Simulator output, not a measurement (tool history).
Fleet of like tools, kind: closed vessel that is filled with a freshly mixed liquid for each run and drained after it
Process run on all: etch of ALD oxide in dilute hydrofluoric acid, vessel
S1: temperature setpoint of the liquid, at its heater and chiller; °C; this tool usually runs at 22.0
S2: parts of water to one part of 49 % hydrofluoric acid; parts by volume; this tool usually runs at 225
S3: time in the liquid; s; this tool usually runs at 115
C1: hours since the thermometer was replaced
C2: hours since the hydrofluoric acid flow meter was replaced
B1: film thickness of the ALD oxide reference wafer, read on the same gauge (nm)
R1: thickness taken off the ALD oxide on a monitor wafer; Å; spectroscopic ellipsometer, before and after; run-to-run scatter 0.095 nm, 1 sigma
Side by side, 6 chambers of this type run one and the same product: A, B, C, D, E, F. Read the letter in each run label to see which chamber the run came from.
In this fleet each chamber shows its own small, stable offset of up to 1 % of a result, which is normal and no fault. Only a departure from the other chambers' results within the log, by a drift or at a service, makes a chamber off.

{"run": "1D", "hour": 8.6, "S1": 22.0, "S2": 225, "S3": 115, "C1": 508.3, "C2": 96.1, "B1": 60.013, "R1": 135.7}
{"run": "2A", "hour": 17.2, "S1": 22.0, "S2": 225, "S3": 115, "C1": 444.4, "C2": 1494.9, "B1": 60.011, "R1": 136.47}
{"run": "3F", "hour": 22.7, "S1": 22.0, "S2": 225, "S3": 115, "C1": 2777.9, "C2": 330.9, "B1": 60.002, "R1": 134.7}
{"run": "4B", "hour": 28.3, "S1": 22.0, "S2": 225, "S3": 115, "C1": 889.6, "C2": 50.6, "B1": 59.986, "R1": 135.15}
{"hour": 31.8, "done": "chamber A: hydrofluoric acid flow meter replaced"}
{"run": "5C", "hour": 36.1, "S1": 22.0, "S2": 225, "S3": 115, "C1": 505.0, "C2": 323.5, "B1": 60.034, "R1": 134.38}
{"run": "6E", "hour": 42.0, "S1": 22.0, "S2": 225, "S3": 115, "C1": 426.0, "C2": 730.4, "B1": 59.986, "R1": 135.92}
{"run": "7F", "hour": 51.5, "S1": 22.0, "S2": 225, "S3": 115, "C1": 2806.7, "C2": 359.7, "B1": 60.007, "R1": 134.86}
{"run": "8B", "hour": 59.8, "S1": 22.0, "S2": 225, "S3": 150, "C1": 921.1, "C2": 82.1, "B1": 59.979, "R1": 173.04}
{"run": "9C", "hour": 67.5, "S1": 22.0, "S2": 225, "S3": 150, "C1": 536.4, "C2": 354.9, "B1": 60.027, "R1": 175.57}
{"run": "10E", "hour": 76.8, "S1": 22.0, "S2": 225, "S3": 150, "C1": 460.8, "C2": 765.2, "B1": 60.003, "R1": 178.4}
{"run": "11A", "hour": 84.1, "S1": 22.0, "S2": 225, "S3": 150, "C1": 511.3, "C2": 52.4, "B1": 60.019, "R1": 177.68}
{"run": "12D", "hour": 89.9, "S1": 22.0, "S2": 225, "S3": 150, "C1": 589.6, "C2": 177.4, "B1": 59.979, "R1": 176.11}
{"run": "13E", "hour": 99.2, "S1": 22.0, "S2": 225, "S3": 150, "C1": 483.2, "C2": 787.6, "B1": 59.98, "R1": 177.71}
{"run": "14B", "hour": 107.3, "S1": 22.0, "S2": 225, "S3": 115, "C1": 968.6, "C2": 129.6, "B1": 60.005, "R1": 132.06}
{"run": "15C", "hour": 112.4, "S1": 22.0, "S2": 225, "S3": 115, "C1": 581.3, "C2": 399.8, "B1": 59.992, "R1": 135.13}
{"run": "16F", "hour": 117.6, "S1": 22.0, "S2": 225, "S3": 115, "C1": 2872.8, "C2": 425.8, "B1": 59.976, "R1": 133.99}
{"run": "17A", "hour": 126.6, "S1": 18.0, "S2": 280, "S3": 115, "C1": 553.8, "C2": 94.9, "B1": 60.028, "R1": 88.055}
{"run": "18D", "hour": 135.5, "S1": 18.0, "S2": 280, "S3": 115, "C1": 635.2, "C2": 223.0, "B1": 60.006, "R1": 88.775}
{"run": "19A", "hour": 141.3, "S1": 18.0, "S2": 280, "S3": 115, "C1": 568.5, "C2": 109.6, "B1": 60.001, "R1": 88.658}
{"run": "20C", "hour": 147.4, "S1": 18.0, "S2": 280, "S3": 115, "C1": 616.3, "C2": 434.8, "B1": 60.027, "R1": 86.601}
{"hour": 151.7, "done": "chamber F: thermometer replaced"}
{"run": "21B", "hour": 154.6, "S1": 18.0, "S2": 280, "S3": 115, "C1": 1015.9, "C2": 176.9, "B1": 60.012, "R1": 88.223}
{"run": "22F", "hour": 160.6, "S1": 18.0, "S2": 280, "S3": 115, "C1": 8.9, "C2": 468.8, "B1": 59.988, "R1": 88.379}
{"run": "23D", "hour": 165.5, "S1": 22.0, "S2": 225, "S3": 115, "C1": 665.2, "C2": 253.0, "B1": 59.985, "R1": 132.73}
{"run": "24E", "hour": 169.8, "S1": 22.0, "S2": 155, "S3": 115, "C1": 553.8, "C2": 858.2, "B1": 59.998, "R1": 212.55}
{"run": "25C", "hour": 175.1, "S1": 22.0, "S2": 155, "S3": 115, "C1": 644.0, "C2": 462.5, "B1": 60.014, "R1": 202.89}
{"run": "26D", "hour": 181.9, "S1": 22.0, "S2": 155, "S3": 115, "C1": 681.6, "C2": 269.4, "B1": 59.98, "R1": 212.26}
{"run": "27A", "hour": 191.1, "S1": 22.0, "S2": 155, "S3": 115, "C1": 618.3, "C2": 159.4, "B1": 59.994, "R1": 210.36}
{"run": "28E", "hour": 196.1, "S1": 22.0, "S2": 155, "S3": 115, "C1": 580.1, "C2": 884.5, "B1": 60.008, "R1": 211.21}
{"run": "29F", "hour": 204.9, "S1": 22.0, "S2": 155, "S3": 115, "C1": 53.2, "C2": 513.1, "B1": 59.988, "R1": 214.14}
{"run": "30B", "hour": 209.4, "S1": 22.0, "S2": 225, "S3": 115, "C1": 1070.7, "C2": 231.7, "B1": 60.001, "R1": 134.94}
{"run": "31B", "hour": 215.1, "S1": 22.0, "S2": 225, "S3": 115, "C1": 1076.4, "C2": 237.4, "B1": 59.983, "R1": 136.51}
{"run": "32C", "hour": 222.4, "S1": 22.0, "S2": 225, "S3": 115, "C1": 691.3, "C2": 509.8, "B1": 60.023, "R1": 128.11}
{"run": "33E", "hour": 230.1, "S1": 22.0, "S2": 225, "S3": 115, "C1": 614.1, "C2": 918.5, "B1": 60.018, "R1": 135.21}
{"run": "34F", "hour": 239.0, "S1": 22.0, "S2": 225, "S3": 115, "C1": 87.3, "C2": 547.2, "B1": 59.975, "R1": 136.09}
{"run": "35D", "hour": 248.0, "S1": 26.5, "S2": 225, "S3": 115, "C1": 747.7, "C2": 335.5, "B1": 59.998, "R1": 156.68}
{"run": "36A", "hour": 257.6, "S1": 26.5, "S2": 225, "S3": 115, "C1": 684.8, "C2": 225.9, "B1": 60.011, "R1": 158.76}
{"hour": 260.6, "done": "chamber F: hydrofluoric acid flow meter replaced"}
{"run": "37A", "hour": 265.6, "S1": 26.5, "S2": 225, "S3": 115, "C1": 692.8, "C2": 233.9, "B1": 60.005, "R1": 159.39}
{"run": "38B", "hour": 272.6, "S1": 26.5, "S2": 225, "S3": 115, "C1": 1133.9, "C2": 294.9, "B1": 59.973, "R1": 157.26}
{"run": "39F", "hour": 280.5, "S1": 26.5, "S2": 225, "S3": 115, "C1": 128.8, "C2": 19.9, "B1": 60.043, "R1": 158.36}
{"run": "40C", "hour": 287.7, "S1": 26.5, "S2": 225, "S3": 115, "C1": 756.6, "C2": 575.1, "B1": 59.964, "R1": 147.24}
{"run": "41E", "hour": 294.2, "S1": 22.0, "S2": 225, "S3": 115, "C1": 678.2, "C2": 982.6, "B1": 60.004, "R1": 137.08}
{"run": "42D", "hour": 300.8, "S1": 22.0, "S2": 225, "S3": 115, "C1": 800.5, "C2": 388.3, "B1": 59.99, "R1": 134.38}

Read the log: is a single chamber off, either drifting away or since a service, is the gauge that measures every chamber drifting, or is nothing wrong beyond small per-chamber offsets? Name any odd chamber and what most likely caused it.

Little by little, chamber C moves away from the other chambers.
Cause: liquid colder than its thermometer reads (K) = 2.15.
The log might look much the same if the cause were instead: hydrofluoric acid flow below the setpoint (%).

Chamber C could run next with any of the 4 candidate recipes listed below; each alters the usual settings, and their results appear as question marks. Which one brings its results back in line with what the other chambers deliver on the usual settings?
Counts as in line when no further than this from what the other chambers average on the usual settings: R1 3.300 Å
{"run": "43C-1", "hour": 307.8, "S1": 22.0, "S2": 220, "S3": 115, "R1": "?"}
{"run": "43C-2", "hour": 307.8, "S1": 22.0, "S2": 215, "S3": 120, "R1": "?"}
{"run": "43C-3", "hour": 307.8, "S1": 21.0, "S2": 225, "S3": 115, "R1": "?"}
{"run": "43C-4", "hour": 307.8, "S1": 22.0, "S2": 235, "S3": 110, "R1": "?"}

The other chambers' mean on the usual settings: R1 134.990 Å
run=43C-1 R1=126.660
run=43C-2 R1=135.850
run=43C-3 R1=118.660
run=43C-4 R1=111.920
43C-2 puts the chamber back in line with the other chambers.

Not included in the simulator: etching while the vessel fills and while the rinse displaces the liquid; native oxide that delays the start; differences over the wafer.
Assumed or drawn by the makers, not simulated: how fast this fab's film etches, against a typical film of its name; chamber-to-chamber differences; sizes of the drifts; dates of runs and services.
